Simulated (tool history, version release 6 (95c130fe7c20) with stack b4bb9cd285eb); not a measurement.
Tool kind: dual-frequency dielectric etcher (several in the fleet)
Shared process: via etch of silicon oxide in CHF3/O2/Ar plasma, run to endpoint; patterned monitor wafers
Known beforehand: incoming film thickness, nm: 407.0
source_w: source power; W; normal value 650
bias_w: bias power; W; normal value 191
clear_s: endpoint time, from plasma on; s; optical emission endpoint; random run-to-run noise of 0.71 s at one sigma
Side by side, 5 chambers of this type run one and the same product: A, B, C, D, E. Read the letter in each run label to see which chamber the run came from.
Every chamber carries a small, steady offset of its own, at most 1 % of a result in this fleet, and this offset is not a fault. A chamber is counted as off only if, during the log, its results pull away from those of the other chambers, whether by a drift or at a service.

run 1C day=0.396 | source_w=650 bias_w=191 | clear_s=197.08
run 2A day=0.721 | source_w=650 bias_w=191 | clear_s=197.3
run 3D day=1.15 | source_w=650 bias_w=191 | clear_s=195.4
run 4E day=1.383 | source_w=650 bias_w=191 | clear_s=194.38
run 5B day=1.733 | source_w=650 bias_w=191 | clear_s=195.32
run 6A day=2.025 | source_w=700 bias_w=161 | clear_s=203.85
run 7D day=2.354 | source_w=700 bias_w=161 | clear_s=199.82
-- day=2.525 chamber D: bias power generator calibrated
run 8E day=2.812 | source_w=700 bias_w=161 | clear_s=199.88
run 9C day=3.083 | source_w=700 bias_w=161 | clear_s=201.19
run 10B day=3.404 | source_w=700 bias_w=161 | clear_s=202.17
-- day=3.708 chamber C: source power generator calibrated
run 11A day=3.8 | source_w=650 bias_w=191 | clear_s=197.25
run 12E day=4.042 | source_w=650 bias_w=191 | clear_s=194.54
run 13B day=4.479 | source_w=700 bias_w=191 | clear_s=192.03
run 14D day=4.688 | source_w=700 bias_w=191 | clear_s=189.34
run 15C day=5.146 | source_w=700 bias_w=191 | clear_s=190.49
run 16B day=5.617 | source_w=700 bias_w=191 | clear_s=190.49
run 17A day=6.046 | source_w=700 bias_w=191 | clear_s=192.8
-- day=6.167 chamber E: source power generator calibrated
-- day=6.404 chamber A: bias power generator calibrated
run 18D day=6.429 | source_w=650 bias_w=191 | clear_s=192.89
run 19C day=6.792 | source_w=650 bias_w=191 | clear_s=196.09
run 20E day=7.062 | source_w=650 bias_w=191 | clear_s=195.94
run 21A day=7.517 | source_w=650 bias_w=191 | clear_s=198.5
run 22D day=7.858 | source_w=650 bias_w=191 | clear_s=192.33
run 23C day=8.183 | source_w=650 bias_w=191 | clear_s=195.38
run 24B day=8.521 | source_w=560 bias_w=225 | clear_s=195.18
run 25E day=8.858 | source_w=560 bias_w=225 | clear_s=195.34
run 26D day=9.167 | source_w=560 bias_w=225 | clear_s=192.12
-- day=9.429 chamber B: wet clean of the chamber
run 27B day=9.621 | source_w=560 bias_w=225 | clear_s=196.52
run 28C day=9.908 | source_w=560 bias_w=225 | clear_s=195.27
run 29E day=10.158 | source_w=650 bias_w=191 | clear_s=195.16
run 30A day=10.604 | source_w=650 bias_w=191 | clear_s=197.85
run 31D day=10.983 | source_w=650 bias_w=191 | clear_s=190.75
-- day=11.012 chamber A: wet clean of the chamber
run 32C day=11.4 | source_w=650 bias_w=191 | clear_s=196.54
run 33B day=11.758 | source_w=650 bias_w=191 | clear_s=195.42
run 34E day=12.008 | source_w=650 bias_w=191 | clear_s=194.87
run 35A day=12.412 | source_w=650 bias_w=191 | clear_s=198.19

Is one chamber off against the others, does the gauge drift, or is nothing wrong? If a chamber is off, say which, and what the likeliest cause is.

Little by little, chamber D moves away from the other chambers.
What lies behind it: etch rate over this chamber's usual, % = 3.22.

Which of the 4 candidates below, each the usual settings with something changed and its results left as question marks, puts chamber D back in line with what the other chambers give on the usual settings?
Allowed miss from the other chambers' usual-settings mean, per result, to count as in line: clear_s 2.5 s
run 36D-1 day=12.75 | source_w=710 bias_w=191 | clear_s=?
run 36D-2 day=12.75 | source_w=660 bias_w=194 | clear_s=?
run 36D-3 day=12.75 | source_w=620 bias_w=182 | clear_s=?
run 36D-4 day=12.75 | source_w=640 bias_w=188 | clear_s=?

On the usual settings, the other chambers give on average: clear_s 195.83 s
run=36D-1 clear_s=183.14
run=36D-2 clear_s=187.34
run=36D-3 clear_s=196.08
run=36D-4 clear_s=191.59
With 36D-3, the chamber falls back in line with the rest.

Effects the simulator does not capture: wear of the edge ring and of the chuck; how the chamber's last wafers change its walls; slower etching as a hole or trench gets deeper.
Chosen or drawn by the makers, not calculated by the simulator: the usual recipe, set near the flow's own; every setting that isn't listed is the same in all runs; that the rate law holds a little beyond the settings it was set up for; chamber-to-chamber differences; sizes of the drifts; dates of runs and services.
